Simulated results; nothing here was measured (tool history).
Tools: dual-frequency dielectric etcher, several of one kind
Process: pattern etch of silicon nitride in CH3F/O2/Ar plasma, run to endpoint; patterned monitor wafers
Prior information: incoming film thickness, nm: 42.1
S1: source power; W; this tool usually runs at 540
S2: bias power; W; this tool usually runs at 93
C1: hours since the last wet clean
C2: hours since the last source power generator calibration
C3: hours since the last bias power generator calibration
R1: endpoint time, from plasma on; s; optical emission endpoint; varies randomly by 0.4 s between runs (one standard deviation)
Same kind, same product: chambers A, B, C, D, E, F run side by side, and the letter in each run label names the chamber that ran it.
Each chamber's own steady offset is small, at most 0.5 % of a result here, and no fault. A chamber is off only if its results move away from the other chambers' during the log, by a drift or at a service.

run,hour,S1,S2,C1,C2,C3,R1
1B,10.4,540,93,644.2,2061.0,769.2,49.797
# hour 17.1: chamber B: wet clean of the chamber
2D,20.5,540,93,562.4,775.2,2727.1,50.349
3E,25.9,540,93,246.6,867.3,1254.1,49.884
4F,36.9,540,93,264.3,1175.0,574.7,49.508
5C,45.2,540,93,476.5,3098.0,2692.3,49.667
# hour 54.1: chamber D: wet clean of the chamber
6A,55.1,540,93,220.6,399.6,3316.2,49.697
7F,63.0,660,93,290.4,1201.1,600.8,45.674
8B,71.5,660,93,54.4,2122.1,830.3,46.192
9C,78.7,660,93,510.0,3131.5,2725.8,46.284
10A,87.2,660,93,252.7,431.7,3348.3,45.880
11E,92.7,660,93,313.4,934.1,1320.9,45.330
12D,98.9,660,93,44.9,853.6,2805.5,46.596
13C,107.8,440,74,539.1,3160.6,2754.9,57.504
14B,113.9,440,74,96.8,2164.5,872.7,59.086
# hour 118.0: chamber C: source power generator calibrated
15D,121.2,440,74,67.2,875.9,2827.8,58.426
16A,129.7,440,74,295.2,474.2,3390.8,58.354
17F,139.5,440,74,366.9,1277.6,677.3,58.588
18E,148.3,440,74,369.0,989.7,1376.5,57.557
19C,157.0,540,93,588.3,39.1,2804.1,49.941
20E,163.2,540,93,383.9,1004.6,1391.4,48.984
21F,174.3,460,102,401.7,1312.4,712.1,50.511
22B,183.3,460,102,166.2,2233.9,942.1,50.973
# hour 187.4: chamber F: wet clean of the chamber
23A,188.3,460,102,353.8,532.8,3449.4,50.819
24D,197.9,460,102,143.9,952.6,2904.5,51.389
25F,205.3,460,102,18.0,1343.4,743.1,51.277
# hour 208.3: chamber C: wet clean of the chamber
26D,215.4,460,102,161.4,970.1,2922.0,51.094
27E,220.7,540,93,441.4,1062.1,1448.9,50.364
28A,227.2,540,93,392.7,571.7,3488.3,50.320
29C,233.3,540,93,25.1,115.4,2880.4,50.322
30B,241.2,540,93,224.1,2291.8,1000.0,48.998
31F,248.8,540,110,61.5,1386.9,786.6,46.083
32D,256.0,540,110,202.0,1010.7,2962.6,46.980
# hour 264.4: chamber A: bias power generator calibrated
33E,265.1,540,110,485.8,1106.5,1493.3,46.714
34A,274.2,540,110,439.7,618.7,9.8,47.096
35C,283.3,540,110,75.1,165.4,2930.4,46.942
36B,290.9,540,110,273.8,2341.5,1049.7,46.507
37C,296.7,540,93,88.5,178.8,2943.8,49.463
38F,301.6,540,93,114.3,1439.7,839.4,49.730
39B,310.2,540,93,293.1,2360.8,1069.0,49.953
40D,317.6,540,93,263.6,1072.3,3024.2,49.828
41A,328.0,480,111,493.5,672.5,63.6,48.623
42E,337.6,480,111,558.3,1179.0,1565.8,49.069
43E,346.3,480,111,567.0,1187.7,1574.5,48.851
44D,352.2,480,111,298.2,1106.9,3058.8,48.976

Read the log: is a single chamber off, either drifting away or since a service, is the gauge that measures every chamber drifting, or is nothing wrong beyond small per-chamber offsets? Name any odd chamber and what most likely caused it.

Nothing is wrong: each chamber keeps only its own small, steady offset and the gauge holds still.
